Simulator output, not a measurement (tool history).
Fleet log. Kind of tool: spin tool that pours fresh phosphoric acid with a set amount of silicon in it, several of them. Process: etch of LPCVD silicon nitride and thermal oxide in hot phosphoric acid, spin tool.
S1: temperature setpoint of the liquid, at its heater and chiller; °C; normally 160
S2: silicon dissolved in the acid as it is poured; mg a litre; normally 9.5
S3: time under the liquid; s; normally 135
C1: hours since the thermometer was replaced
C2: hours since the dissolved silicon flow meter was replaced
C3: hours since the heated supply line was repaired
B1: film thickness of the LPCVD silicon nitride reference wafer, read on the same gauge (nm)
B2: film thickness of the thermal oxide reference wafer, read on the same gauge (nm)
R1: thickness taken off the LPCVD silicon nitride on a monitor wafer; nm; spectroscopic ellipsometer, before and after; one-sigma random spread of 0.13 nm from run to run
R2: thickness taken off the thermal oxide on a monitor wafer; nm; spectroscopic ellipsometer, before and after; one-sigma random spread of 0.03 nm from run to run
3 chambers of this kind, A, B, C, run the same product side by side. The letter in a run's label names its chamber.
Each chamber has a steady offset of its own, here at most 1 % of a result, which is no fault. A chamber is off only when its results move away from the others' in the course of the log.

run 1A hour=12.8 | S1=160 S2=9.5 S3=135 | C1=839.5 C2=669.4 C3=1943.7 | B1=109.97 B2=110.01 | R1=13.7670 R2=0.29673
run 2C hour=26.5 | S1=160 S2=9.5 S3=135 | C1=588.2 C2=1493.5 C3=65.8 | B1=110.03 B2=110.00 | R1=13.6690 R2=0.30841
run 3B hour=35.2 | S1=160 S2=9.5 S3=135 | C1=154.6 C2=1896.2 C3=321.6 | B1=109.99 B2=110.00 | R1=13.7760 R2=0.33094
run 4B hour=48.2 | S1=160 S2=9.5 S3=135 | C1=167.6 C2=1909.2 C3=334.6 | B1=109.99 B2=110.00 | R1=13.6350 R2=0.24470
run 5A hour=59.7 | S1=160 S2=9.5 S3=135 | C1=886.4 C2=716.3 C3=1990.6 | B1=110.01 B2=110.01 | R1=13.8110 R2=0.27776
run 6C hour=69.4 | S1=160 S2=9.5 S3=135 | C1=631.1 C2=1536.4 C3=108.7 | B1=110.03 B2=109.98 | R1=13.6330 R2=0.26386
run 7B hour=78.5 | S1=160 S2=9.5 S3=135 | C1=197.9 C2=1939.5 C3=364.9 | B1=110.00 B2=110.00 | R1=13.6420 R2=0.36122
run 8C hour=89.5 | S1=160 S2=9.5 S3=135 | C1=651.2 C2=1556.5 C3=128.8 | B1=110.02 B2=110.01 | R1=13.5670 R2=0.30150
run 9A hour=99.3 | S1=160 S2=9.5 S3=135 | C1=926.0 C2=755.9 C3=2030.2 | B1=110.02 B2=110.01 | R1=14.0510 R2=0.31395
run 10A hour=112.2 | S1=160 S2=9.5 S3=135 | C1=938.9 C2=768.8 C3=2043.1 | B1=109.98 B2=109.99 | R1=13.8570 R2=0.30598
run 11B hour=123.5 | S1=160 S2=9.5 S3=135 | C1=242.9 C2=1984.5 C3=409.9 | B1=110.00 B2=110.00 | R1=13.5930 R2=0.32581
run 12C hour=133.0 | S1=160 S2=9.5 S3=135 | C1=694.7 C2=1600.0 C3=172.3 | B1=109.97 B2=109.98 | R1=13.7660 R2=0.32753
run 13A hour=145.7 | S1=160 S2=5.5 S3=135 | C1=972.4 C2=802.3 C3=2076.6 | B1=110.06 B2=110.00 | R1=14.0040 R2=0.35922
run 14B hour=153.5 | S1=160 S2=5.5 S3=135 | C1=272.9 C2=2014.5 C3=439.9 | B1=110.01 B2=110.00 | R1=13.5670 R2=0.28740
run 15C hour=163.9 | S1=160 S2=5.5 S3=135 | C1=725.6 C2=1630.9 C3=203.2 | B1=109.98 B2=110.01 | R1=13.7880 R2=0.38307
run 16C hour=176.8 | S1=160 S2=9.5 S3=135 | C1=738.5 C2=1643.8 C3=216.1 | B1=109.97 B2=110.02 | R1=13.7480 R2=0.30721
run 17A hour=187.8 | S1=160 S2=9.5 S3=135 | C1=1014.5 C2=844.4 C3=2118.7 | B1=109.97 B2=110.01 | R1=13.9440 R2=0.33450
run 18B hour=201.5 | S1=160 S2=12.0 S3=135 | C1=320.9 C2=2062.5 C3=487.9 | B1=110.01 B2=109.97 | R1=13.5200 R2=0.26848
run 19A hour=215.4 | S1=160 S2=12.0 S3=135 | C1=1042.1 C2=872.0 C3=2146.3 | B1=109.99 B2=110.00 | R1=13.8000 R2=0.22803
run 20B hour=226.1 | S1=160 S2=12.0 S3=135 | C1=345.5 C2=2087.1 C3=512.5 | B1=110.00 B2=110.00 | R1=13.3650 R2=0.28132
run 21C hour=233.0 | S1=160 S2=9.5 S3=135 | C1=794.7 C2=1700.0 C3=272.3 | B1=109.99 B2=110.00 | R1=13.6600 R2=0.30134
run 22C hour=241.5 | S1=160 S2=9.5 S3=135 | C1=803.2 C2=1708.5 C3=280.8 | B1=110.00 B2=109.99 | R1=14.0540 R2=0.32879
run 23B hour=251.6 | S1=160 S2=9.5 S3=135 | C1=371.0 C2=2112.6 C3=538.0 | B1=110.01 B2=110.01 | R1=13.0710 R2=0.24880
run 24A hour=265.8 | S1=160 S2=9.5 S3=135 | C1=1092.5 C2=922.4 C3=2196.7 | B1=110.03 B2=109.99 | R1=13.5360 R2=0.28816
run 25C hour=276.8 | S1=160 S2=9.5 S3=135 | C1=838.5 C2=1743.8 C3=316.1 | B1=109.99 B2=110.01 | R1=13.8780 R2=0.35962
run 26B hour=283.7 | S1=160 S2=9.5 S3=70 | C1=403.1 C2=2144.7 C3=570.1 | B1=109.98 B2=110.00 | R1=6.6641 R2=0.15515
run 27A hour=295.5 | S1=160 S2=9.5 S3=70 | C1=1122.2 C2=952.1 C3=2226.4 | B1=109.98 B2=110.02 | R1=7.2099 R2=0.16037
run 28C hour=308.4 | S1=160 S2=9.5 S3=70 | C1=870.1 C2=1775.4 C3=347.7 | B1=110.04 B2=109.99 | R1=7.0819 R2=0.17093
run 29B hour=320.0 | S1=160 S2=9.5 S3=135 | C1=439.4 C2=2181.0 C3=606.4 | B1=110.03 B2=110.01 | R1=12.5580 R2=0.25326
run 30A hour=326.8 | S1=160 S2=9.5 S3=135 | C1=1153.5 C2=983.4 C3=2257.7 | B1=110.02 B2=110.01 | R1=13.9090 R2=0.29974
run 31C hour=334.7 | S1=160 S2=9.5 S3=135 | C1=896.4 C2=1801.7 C3=374.0 | B1=109.99 B2=110.02 | R1=13.6610 R2=0.33914
run 32B hour=342.3 | S1=160 S2=9.5 S3=135 | C1=461.7 C2=2203.3 C3=628.7 | B1=109.99 B2=110.00 | R1=12.4390 R2=0.21787

Does one chamber stand apart from the rest, does the shared gauge drift, or is all well apart from small per-chamber offsets? Give the chamber and the most likely cause, where there is one.

Chamber B drifts away from the others.
Most likely cause: temperature lost on the way to the wafer (K) = 2.92.
From this log alone, it may not be told apart from: liquid colder than its thermometer reads (K).

Below are 4 candidate recipes for chamber B's next run, each the usual settings with a change, their results shown as question marks. Which of them brings B's results back in line with what the other chambers give on the usual settings?
A result is in line if it is within this distance of the other chambers' mean on the usual settings: R1 0.4700 nm; R2 0.11000 nm
run 33B-1 hour=352.4 | S1=159.5 S2=11.0 S3=130 | R1=? R2=?
run 33B-2 hour=352.4 | S1=159.0 S2=12.5 S3=125 | R1=? R2=?
run 33B-3 hour=352.4 | S1=161.0 S2=6.5 S3=145 | R1=? R2=?
run 33B-4 hour=352.4 | S1=160.5 S2=8.0 S3=140 | R1=? R2=?

On the usual settings, the other chambers give on average: R1 13.8210 nm; R2 0.30307 nm
run=33B-1 R1=11.8260 R2=0.21994
run=33B-2 R1=11.1820 R2=0.19687
run=33B-3 R1=13.8760 R2=0.30239
run=33B-4 R1=13.1760 R2=0.27275
33B-3 brings the chamber back in line.
